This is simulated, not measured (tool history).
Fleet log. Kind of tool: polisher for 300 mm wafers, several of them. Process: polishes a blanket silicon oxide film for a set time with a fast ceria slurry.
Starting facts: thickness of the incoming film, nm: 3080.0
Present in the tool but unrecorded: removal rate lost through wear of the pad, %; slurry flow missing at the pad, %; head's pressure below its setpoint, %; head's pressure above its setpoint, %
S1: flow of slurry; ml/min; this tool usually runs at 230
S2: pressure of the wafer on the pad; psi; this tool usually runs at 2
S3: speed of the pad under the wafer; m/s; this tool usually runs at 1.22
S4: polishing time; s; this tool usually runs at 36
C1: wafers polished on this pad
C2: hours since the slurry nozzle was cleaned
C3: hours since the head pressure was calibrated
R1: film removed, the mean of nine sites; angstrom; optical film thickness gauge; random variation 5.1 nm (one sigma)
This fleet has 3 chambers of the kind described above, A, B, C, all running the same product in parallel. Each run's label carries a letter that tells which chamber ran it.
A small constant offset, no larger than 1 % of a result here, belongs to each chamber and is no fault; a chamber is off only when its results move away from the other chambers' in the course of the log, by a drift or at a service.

At hour 1.8: chamber A: worn pad replaced by a new one.
Run 1B, hour 8.1: usual settings; C1 428; C2 620.1; C3 636.8. Result: R1 5796.2 angstrom.
Run 2A, hour 18.2: usual settings; C1 218; C2 165.1; C3 1408.3. Result: R1 5662.1 angstrom.
Run 3C, hour 24.8: usual settings; C1 1257; C2 187.8; C3 301.3. Result: R1 5722.8 angstrom.
At hour 29.5: chamber C: slurry nozzle cleaned.
Run 4C, hour 30.1: usual settings; C1 1327; C2 0.7; C3 306.6. Result: R1 5783 angstrom.
At hour 30.8: chamber C: worn pad replaced by a new one.
Run 5A, hour 35.6: usual settings; C1 448; C2 182.5; C3 1425.7. Result: R1 5774.9 angstrom.
Run 6B, hour 45.1: usual settings; C1 918; C2 657.1; C3 673.8. Result: R1 5767.9 angstrom.
Run 7A, hour 54.4: usual settings but S2 1.7 psi, S3 0.82 m/s; C1 697; C2 201.3; C3 1444.5. Result: R1 3290.6 angstrom.
At hour 56.5: chamber A: worn pad replaced by a new one.
At hour 62.2: chamber B: worn pad replaced by a new one.
At hour 63.3: chamber B: head pressure recalibrated.
Run 8B, hour 64.4: usual settings but S2 1.7 psi, S3 0.82 m/s; C1 30; C2 676.4; C3 1.1. Result: R1 2905 angstrom.
Run 9C, hour 73.8: usual settings but S2 1.7 psi, S3 0.82 m/s; C1 569; C2 44.4; C3 350.3. Result: R1 3257.4 angstrom.
Run 10B, hour 84: usual settings but S3 1.36 m/s, S4 41 s; C1 289; C2 696; C3 20.7. Result: R1 6474.4 angstrom.
Run 11C, hour 90.4: usual settings but S3 1.36 m/s, S4 41 s; C1 789; C2 61; C3 366.9. Result: R1 7343 angstrom.
At hour 95.6: chamber A: slurry nozzle cleaned.
Run 12A, hour 101.2: usual settings but S3 1.36 m/s, S4 41 s; C1 592; C2 5.6; C3 1491.3. Result: R1 7239.3 angstrom.
Run 13C, hour 107.5: usual settings; C1 1015; C2 78.1; C3 384. Result: R1 5668.2 angstrom.
Run 14B, hour 113.3: usual settings; C1 677; C2 725.3; C3 50. Result: R1 5203.2 angstrom.
Run 15A, hour 121.5: usual settings but S1 280 ml/min, S2 1.7 psi; C1 860; C2 25.9; C3 1511.6. Result: R1 5018.5 angstrom.
At hour 125.8: chamber A: worn pad replaced by a new one.
Run 16B, hour 127.2: usual settings but S1 280 ml/min, S2 1.7 psi; C1 861; C2 739.2; C3 63.9. Result: R1 4476.3 angstrom.
At hour 128.5: chamber C: worn pad replaced by a new one.
Run 17A, hour 137.4: usual settings but S1 280 ml/min, S2 1.7 psi; C1 154; C2 41.8; C3 1527.5. Result: R1 4980 angstrom.
Run 18C, hour 144.7: usual settings but S1 185 ml/min; C1 215; C2 115.3; C3 421.2. Result: R1 5550.3 angstrom.
At hour 147: chamber A: head pressure recalibrated.
At hour 154: chamber C: head pressure recalibrated.
Run 19C, hour 156.9: usual settings but S1 185 ml/min; C1 376; C2 127.5; C3 3. Result: R1 5535.6 angstrom.
Run 20A, hour 166.9: usual settings but S1 185 ml/min; C1 544; C2 71.3; C3 20. Result: R1 5554.1 angstrom.
At hour 170: chamber B: worn pad replaced by a new one.
Run 21B, hour 177.3: usual settings; C1 97; C2 789.3; C3 114. Result: R1 5162.3 angstrom.
At hour 180.8: chamber A: worn pad replaced by a new one.
Run 22A, hour 183.1: usual settings; C1 31; C2 87.5; C3 36.2. Result: R1 5706 angstrom.

Read the log: is a single chamber off, either drifting away or since a service, is the gauge that measures every chamber drifting, or is nothing wrong beyond small per-chamber offsets? Name any odd chamber and what most likely caused it.

The work done on chamber B during a service left it standing apart from the others.
What lies behind it: head's pressure below its setpoint, % = 10.1.

Which of the 4 candidates below, each the usual settings with something changed and its results left as question marks, puts chamber B back in line with what the other chambers give on the usual settings?
In-line tolerance around the mean of the other chambers on the usual settings: R1 180 angstrom
Run 23B-1, hour 191.9: usual settings but S3 1.2 m/s, S4 35 s. Result: R1 ?.
Run 23B-2, hour 191.9: usual settings but S2 2.1 psi, S3 1.26 m/s, S4 37 s. Result: R1 ?.
Run 23B-3, hour 191.9: usual settings but S3 1.24 m/s, S4 37 s. Result: R1 ?.
Run 23B-4, hour 191.9: usual settings but S3 1.16 m/s, S4 34 s. Result: R1 ?.

The mean the other chambers reach with the usual settings: R1 5738 angstrom
  run      R1
23B-1  4960.5
23B-2  5787.5
23B-3  5421.4
23B-4  4655.7
23B-2 puts the chamber back in line with the other chambers.
